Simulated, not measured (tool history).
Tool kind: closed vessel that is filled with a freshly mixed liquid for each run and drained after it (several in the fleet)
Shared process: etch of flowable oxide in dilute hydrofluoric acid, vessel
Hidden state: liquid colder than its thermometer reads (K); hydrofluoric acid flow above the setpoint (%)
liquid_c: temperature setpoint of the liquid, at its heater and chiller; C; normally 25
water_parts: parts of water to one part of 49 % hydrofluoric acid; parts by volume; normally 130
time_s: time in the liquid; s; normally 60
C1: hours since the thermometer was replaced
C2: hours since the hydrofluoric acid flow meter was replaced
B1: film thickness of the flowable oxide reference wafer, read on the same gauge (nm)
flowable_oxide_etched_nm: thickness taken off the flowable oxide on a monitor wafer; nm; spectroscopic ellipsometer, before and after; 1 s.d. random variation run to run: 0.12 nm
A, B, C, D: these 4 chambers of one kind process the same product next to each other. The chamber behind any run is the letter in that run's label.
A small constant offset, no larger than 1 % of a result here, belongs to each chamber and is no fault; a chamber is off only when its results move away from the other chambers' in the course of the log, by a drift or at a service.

Run 1C, day 0.212: usual settings; C1 2411.6; C2 786.1; B1 150.01. Result: flowable_oxide_etched_nm 15.5690 nm.
Run 2D, day 0.400: usual settings; C1 2224.8; C2 397.9; B1 150.03. Result: flowable_oxide_etched_nm 15.9320 nm.
Run 3B, day 0.717: usual settings; C1 957.0; C2 723.7; B1 150.01. Result: flowable_oxide_etched_nm 15.6470 nm.
Run 4A, day 0.979: usual settings; C1 521.8; C2 213.2; B1 149.99. Result: flowable_oxide_etched_nm 15.4830 nm.
Run 5A, day 1.267: usual settings; C1 528.7; C2 220.1; B1 150.00. Result: flowable_oxide_etched_nm 15.5230 nm.
Run 6B, day 1.592: usual settings; C1 978.0; C2 744.7; B1 149.99. Result: flowable_oxide_etched_nm 15.4740 nm.
Run 7C, day 1.817: usual settings; C1 2450.1; C2 824.6; B1 150.00. Result: flowable_oxide_etched_nm 15.3340 nm.
Run 8D, day 2.088: usual settings; C1 2265.3; C2 438.4; B1 149.99. Result: flowable_oxide_etched_nm 15.8070 nm.
Run 9D, day 2.296: usual settings; C1 2270.3; C2 443.4; B1 150.00. Result: flowable_oxide_etched_nm 15.6240 nm.
Run 10A, day 2.646: usual settings; C1 561.8; C2 253.2; B1 150.00. Result: flowable_oxide_etched_nm 15.2890 nm.
Run 11C, day 3.017: usual settings; C1 2478.9; C2 853.4; B1 149.98. Result: flowable_oxide_etched_nm 15.4080 nm.
Run 12B, day 3.312: usual settings but time_s 95 s; C1 1019.3; C2 786.0; B1 149.99. Result: flowable_oxide_etched_nm 24.5230 nm.
Run 13C, day 3.554: usual settings but time_s 95 s; C1 2491.8; C2 866.3; B1 150.02. Result: flowable_oxide_etched_nm 24.1630 nm.
At day 3.688: chamber C: hydrofluoric acid flow meter replaced.
Run 14D, day 3.842: usual settings but time_s 95 s; C1 2307.4; C2 480.5; B1 150.00. Result: flowable_oxide_etched_nm 24.9040 nm.
Run 15B, day 4.183: usual settings but time_s 95 s; C1 1040.2; C2 806.9; B1 150.02. Result: flowable_oxide_etched_nm 24.2680 nm.
Run 16A, day 4.408: usual settings; C1 604.1; C2 295.5; B1 150.00. Result: flowable_oxide_etched_nm 15.5640 nm.
Run 17D, day 4.633: usual settings but liquid_c 21 C, time_s 40 s; C1 2326.4; C2 499.5; B1 150.01. Result: flowable_oxide_etched_nm 8.9093 nm.
Run 18A, day 5.012: usual settings but liquid_c 21 C, time_s 40 s; C1 618.6; C2 310.0; B1 150.00. Result: flowable_oxide_etched_nm 8.8922 nm.
Run 19C, day 5.292: usual settings but liquid_c 21 C, time_s 40 s; C1 2533.5; C2 38.5; B1 150.03. Result: flowable_oxide_etched_nm 8.8388 nm.
Run 20B, day 5.642: usual settings but liquid_c 21 C, time_s 40 s; C1 1075.2; C2 841.9; B1 149.99. Result: flowable_oxide_etched_nm 8.3402 nm.
Run 21A, day 5.917: usual settings; C1 640.3; C2 331.7; B1 150.01. Result: flowable_oxide_etched_nm 15.6210 nm.
Run 22D, day 6.250: usual settings; C1 2365.2; C2 538.3; B1 149.99. Result: flowable_oxide_etched_nm 15.6130 nm.
Run 23C, day 6.438: usual settings but liquid_c 23 C, time_s 80 s; C1 2561.0; C2 66.0; B1 150.00. Result: flowable_oxide_etched_nm 18.8780 nm.
Run 24B, day 6.658: usual settings but liquid_c 23 C, time_s 80 s; C1 1099.6; C2 866.3; B1 150.01. Result: flowable_oxide_etched_nm 18.1200 nm.
Run 25B, day 6.892: usual settings but liquid_c 23 C, time_s 80 s; C1 1105.2; C2 871.9; B1 150.01. Result: flowable_oxide_etched_nm 17.9110 nm.
At day 7.008: chamber D: thermometer replaced.
Run 26D, day 7.254: usual settings but liquid_c 23 C, time_s 80 s; C1 6.0; C2 562.4; B1 150.00. Result: flowable_oxide_etched_nm 19.2490 nm.
Run 27A, day 7.517: usual settings; C1 678.7; C2 370.1; B1 149.99. Result: flowable_oxide_etched_nm 15.7180 nm.
Run 28C, day 7.712: usual settings; C1 2591.6; C2 96.6; B1 150.00. Result: flowable_oxide_etched_nm 15.5300 nm.
Run 29D, day 8.038: usual settings; C1 24.8; C2 581.2; B1 150.03. Result: flowable_oxide_etched_nm 15.5360 nm.
Run 30B, day 8.408: usual settings; C1 1141.6; C2 908.3; B1 150.00. Result: flowable_oxide_etched_nm 14.5680 nm.

Which is it: a chamber that has drifted or been left off by a service, a gauge drift common to all chambers, or only each chamber's usual small offset? If a chamber is off, name it and its likeliest cause.

One chamber, B, drifts off from the rest bit by bit.
Cause: liquid colder than its thermometer reads (K) = 2.22.
From this log alone, it may not be told apart from: hydrofluoric acid flow below the setpoint (%).

Chamber B could run next with any of the 4 candidate recipes listed below; each alters the usual settings, and their results appear as question marks. Which one brings its results back in line with what the other chambers deliver on the usual settings?
In line here means within this much of the mean the other chambers give on the usual settings: flowable_oxide_etched_nm 0.4300 nm
Run 31B-1, day 8.679: usual settings but water_parts 120 parts by volume. Result: flowable_oxide_etched_nm ?.
Run 31B-2, day 8.679: usual settings but water_parts 140 parts by volume. Result: flowable_oxide_etched_nm ?.
Run 31B-3, day 8.679: usual settings but water_parts 135 parts by volume. Result: flowable_oxide_etched_nm ?.
Run 31B-4, day 8.679: usual settings but water_parts 125 parts by volume. Result: flowable_oxide_etched_nm ?.

On the usual settings, the other chambers give on average: flowable_oxide_etched_nm 15.5540 nm
  run  flowable_oxide_etched_nm
31B-1                   15.5240
31B-2                   13.0310
31B-3                   13.5850
31B-4                   14.8260
31B-1 brings the chamber back in line.

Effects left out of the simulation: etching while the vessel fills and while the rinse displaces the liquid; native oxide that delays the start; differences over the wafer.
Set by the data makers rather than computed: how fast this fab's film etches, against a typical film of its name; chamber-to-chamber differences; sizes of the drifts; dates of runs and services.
